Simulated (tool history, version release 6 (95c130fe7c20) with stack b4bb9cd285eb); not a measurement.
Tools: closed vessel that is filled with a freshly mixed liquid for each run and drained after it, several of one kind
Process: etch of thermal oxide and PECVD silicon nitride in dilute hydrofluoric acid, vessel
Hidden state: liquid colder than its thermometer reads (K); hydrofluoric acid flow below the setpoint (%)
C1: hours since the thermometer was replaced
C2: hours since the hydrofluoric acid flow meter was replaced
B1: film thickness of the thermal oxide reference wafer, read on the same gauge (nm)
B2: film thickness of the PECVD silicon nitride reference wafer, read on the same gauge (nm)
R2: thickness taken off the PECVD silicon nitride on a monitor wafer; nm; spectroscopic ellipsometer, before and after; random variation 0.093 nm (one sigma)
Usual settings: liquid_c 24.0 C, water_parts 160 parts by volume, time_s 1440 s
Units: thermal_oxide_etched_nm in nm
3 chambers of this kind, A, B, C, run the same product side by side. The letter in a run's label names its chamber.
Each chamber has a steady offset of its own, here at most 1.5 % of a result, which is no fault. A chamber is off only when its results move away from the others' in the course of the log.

run 1B hour=6.3 | liquid_c=24.0 water_parts=160 time_s=1440 | C1=1638.1 C2=1088.6 | B1=140.01 B2=140.00 | thermal_oxide_etched_nm=39.108 R2=15.2770
run 2A hour=17.7 | liquid_c=24.0 water_parts=160 time_s=1440 | C1=346.0 C2=119.7 | B1=140.00 B2=139.99 | thermal_oxide_etched_nm=39.066 R2=15.7530
-- hour=23.2 chamber C: hydrofluoric acid flow meter replaced
run 3C hour=29.0 | liquid_c=24.0 water_parts=160 time_s=1440 | C1=256.3 C2=5.9 | B1=140.00 B2=139.99 | thermal_oxide_etched_nm=39.451 R2=15.4420
run 4A hour=35.6 | liquid_c=24.0 water_parts=160 time_s=1440 | C1=363.9 C2=137.6 | B1=139.99 B2=140.01 | thermal_oxide_etched_nm=38.546 R2=15.4710
run 5B hour=43.3 | liquid_c=24.0 water_parts=160 time_s=1440 | C1=1675.1 C2=1125.6 | B1=140.00 B2=139.97 | thermal_oxide_etched_nm=39.207 R2=15.2620
run 6C hour=51.6 | liquid_c=28.0 water_parts=160 time_s=2050 | C1=278.9 C2=28.5 | B1=139.98 B2=139.98 | thermal_oxide_etched_nm=64.925 R2=28.0530
run 7A hour=57.2 | liquid_c=28.0 water_parts=160 time_s=2050 | C1=385.5 C2=159.2 | B1=139.99 B2=139.96 | thermal_oxide_etched_nm=63.956 R2=28.6430
run 8C hour=65.5 | liquid_c=28.0 water_parts=160 time_s=2050 | C1=292.8 C2=42.4 | B1=140.00 B2=140.01 | thermal_oxide_etched_nm=64.881 R2=28.2660
run 9B hour=74.8 | liquid_c=24.0 water_parts=160 time_s=1440 | C1=1706.6 C2=1157.1 | B1=140.01 B2=140.01 | thermal_oxide_etched_nm=39.148 R2=15.2900
run 10B hour=82.7 | liquid_c=24.0 water_parts=160 time_s=1440 | C1=1714.5 C2=1165.0 | B1=140.01 B2=140.00 | thermal_oxide_etched_nm=39.249 R2=15.2720
run 11C hour=92.8 | liquid_c=24.0 water_parts=185 time_s=685 | C1=320.1 C2=69.7 | B1=140.01 B2=140.01 | thermal_oxide_etched_nm=15.740 R2=6.3342
run 12A hour=99.1 | liquid_c=24.0 water_parts=185 time_s=685 | C1=427.4 C2=201.1 | B1=140.01 B2=140.00 | thermal_oxide_etched_nm=15.572 R2=6.4384
run 13A hour=109.5 | liquid_c=24.0 water_parts=185 time_s=685 | C1=437.8 C2=211.5 | B1=140.00 B2=140.00 | thermal_oxide_etched_nm=15.483 R2=6.5127
run 14B hour=117.7 | liquid_c=24.0 water_parts=160 time_s=1440 | C1=1749.5 C2=1200.0 | B1=140.01 B2=139.98 | thermal_oxide_etched_nm=39.160 R2=15.2810
run 15C hour=126.7 | liquid_c=24.0 water_parts=160 time_s=1440 | C1=354.0 C2=103.6 | B1=140.00 B2=140.00 | thermal_oxide_etched_nm=39.367 R2=15.3800
run 16C hour=132.5 | liquid_c=24.0 water_parts=160 time_s=1440 | C1=359.8 C2=109.4 | B1=140.00 B2=139.99 | thermal_oxide_etched_nm=39.433 R2=15.4910
run 17A hour=138.7 | liquid_c=24.0 water_parts=160 time_s=1440 | C1=467.0 C2=240.7 | B1=140.01 B2=139.99 | thermal_oxide_etched_nm=38.608 R2=15.5180
run 18B hour=149.5 | liquid_c=24.0 water_parts=160 time_s=1440 | C1=1781.3 C2=1231.8 | B1=139.98 B2=139.99 | thermal_oxide_etched_nm=39.129 R2=15.4570
run 19C hour=158.7 | liquid_c=24.0 water_parts=160 time_s=1440 | C1=386.0 C2=135.6 | B1=140.00 B2=139.99 | thermal_oxide_etched_nm=39.493 R2=15.3740
run 20B hour=169.6 | liquid_c=24.0 water_parts=160 time_s=1440 | C1=1801.4 C2=1251.9 | B1=139.98 B2=140.02 | thermal_oxide_etched_nm=39.112 R2=15.2200
run 21A hour=175.1 | liquid_c=24.0 water_parts=160 time_s=1440 | C1=503.4 C2=277.1 | B1=139.99 B2=140.00 | thermal_oxide_etched_nm=38.762 R2=15.5030
run 22A hour=180.8 | liquid_c=19.5 water_parts=160 time_s=1090 | C1=509.1 C2=282.8 | B1=140.01 B2=139.99 | thermal_oxide_etched_nm=24.654 R2=8.7144
run 23C hour=190.9 | liquid_c=19.5 water_parts=160 time_s=1090 | C1=418.2 C2=167.8 | B1=139.99 B2=140.02 | thermal_oxide_etched_nm=25.073 R2=8.7654
run 24B hour=198.0 | liquid_c=19.5 water_parts=160 time_s=1090 | C1=1829.8 C2=1280.3 | B1=140.02 B2=140.01 | thermal_oxide_etched_nm=25.017 R2=8.6007
run 25C hour=205.3 | liquid_c=24.0 water_parts=160 time_s=1440 | C1=432.6 C2=182.2 | B1=139.98 B2=140.02 | thermal_oxide_etched_nm=39.595 R2=15.2930
run 26A hour=210.8 | liquid_c=24.0 water_parts=160 time_s=1440 | C1=539.1 C2=312.8 | B1=140.02 B2=139.99 | thermal_oxide_etched_nm=38.850 R2=15.5590
run 27B hour=218.0 | liquid_c=24.0 water_parts=160 time_s=1440 | C1=1849.8 C2=1300.3 | B1=140.00 B2=139.99 | thermal_oxide_etched_nm=39.143 R2=15.3630
run 28A hour=225.7 | liquid_c=24.0 water_parts=160 time_s=1440 | C1=554.0 C2=327.7 | B1=140.02 B2=140.01 | thermal_oxide_etched_nm=39.002 R2=15.6220
run 29B hour=236.5 | liquid_c=24.0 water_parts=160 time_s=1440 | C1=1868.3 C2=1318.8 | B1=140.02 B2=140.00 | thermal_oxide_etched_nm=39.136 R2=15.2490
run 30C hour=247.6 | liquid_c=24.0 water_parts=160 time_s=1440 | C1=474.9 C2=224.5 | B1=140.01 B2=139.98 | thermal_oxide_etched_nm=39.234 R2=15.5040
run 31C hour=255.7 | liquid_c=24.0 water_parts=160 time_s=1440 | C1=483.0 C2=232.6 | B1=139.99 B2=140.00 | thermal_oxide_etched_nm=39.180 R2=15.4570
run 32A hour=264.0 | liquid_c=24.0 water_parts=160 time_s=1440 | C1=592.3 C2=366.0 | B1=140.00 B2=139.99 | thermal_oxide_etched_nm=38.880 R2=15.5810
run 33B hour=275.1 | liquid_c=24.0 water_parts=160 time_s=1440 | C1=1906.9 C2=1357.4 | B1=140.02 B2=139.99 | thermal_oxide_etched_nm=39.195 R2=15.2700
run 34A hour=280.8 | liquid_c=24.0 water_parts=160 time_s=1440 | C1=609.1 C2=382.8 | B1=139.99 B2=139.98 | thermal_oxide_etched_nm=38.656 R2=15.5960
run 35B hour=292.5 | liquid_c=24.0 water_parts=160 time_s=1440 | C1=1924.3 C2=1374.8 | B1=140.01 B2=139.99 | thermal_oxide_etched_nm=39.029 R2=15.3030
run 36C hour=299.6 | liquid_c=24.0 water_parts=160 time_s=1440 | C1=526.9 C2=276.5 | B1=140.01 B2=139.98 | thermal_oxide_etched_nm=39.486 R2=15.3090
run 37A hour=309.8 | liquid_c=24.0 water_parts=160 time_s=1440 | C1=638.1 C2=411.8 | B1=140.00 B2=140.01 | thermal_oxide_etched_nm=38.569 R2=15.4800
run 38C hour=321.7 | liquid_c=24.0 water_parts=160 time_s=1440 | C1=549.0 C2=298.6 | B1=139.99 B2=140.01 | thermal_oxide_etched_nm=39.514 R2=15.5120
run 39B hour=332.5 | liquid_c=24.0 water_parts=160 time_s=1440 | C1=1964.3 C2=1414.8 | B1=140.00 B2=139.98 | thermal_oxide_etched_nm=39.173 R2=15.3480
run 40B hour=340.9 | liquid_c=24.0 water_parts=160 time_s=1440 | C1=1972.7 C2=1423.2 | B1=139.99 B2=139.99 | thermal_oxide_etched_nm=39.404 R2=15.2240
run 41C hour=346.9 | liquid_c=24.0 water_parts=160 time_s=1885 | C1=574.2 C2=323.8 | B1=140.00 B2=140.02 | thermal_oxide_etched_nm=51.861 R2=20.0830
run 42A hour=352.4 | liquid_c=24.0 water_parts=160 time_s=1885 | C1=680.7 C2=454.4 | B1=139.98 B2=140.00 | thermal_oxide_etched_nm=50.421 R2=20.4290
-- hour=354.8 chamber A: thermometer replaced
run 43A hour=362.2 | liquid_c=24.0 water_parts=160 time_s=1885 | C1=7.4 C2=464.2 | B1=140.01 B2=140.01 | thermal_oxide_etched_nm=50.644 R2=20.5570
run 44C hour=368.3 | liquid_c=24.0 water_parts=160 time_s=1440 | C1=595.6 C2=345.2 | B1=139.98 B2=140.02 | thermal_oxide_etched_nm=39.455 R2=15.4480

Is one chamber off against the others, does the gauge drift, or is nothing wrong? If a chamber is off, say which, and what the likeliest cause is.

No chamber stands off beyond its own small offset, and the gauge holds steady.
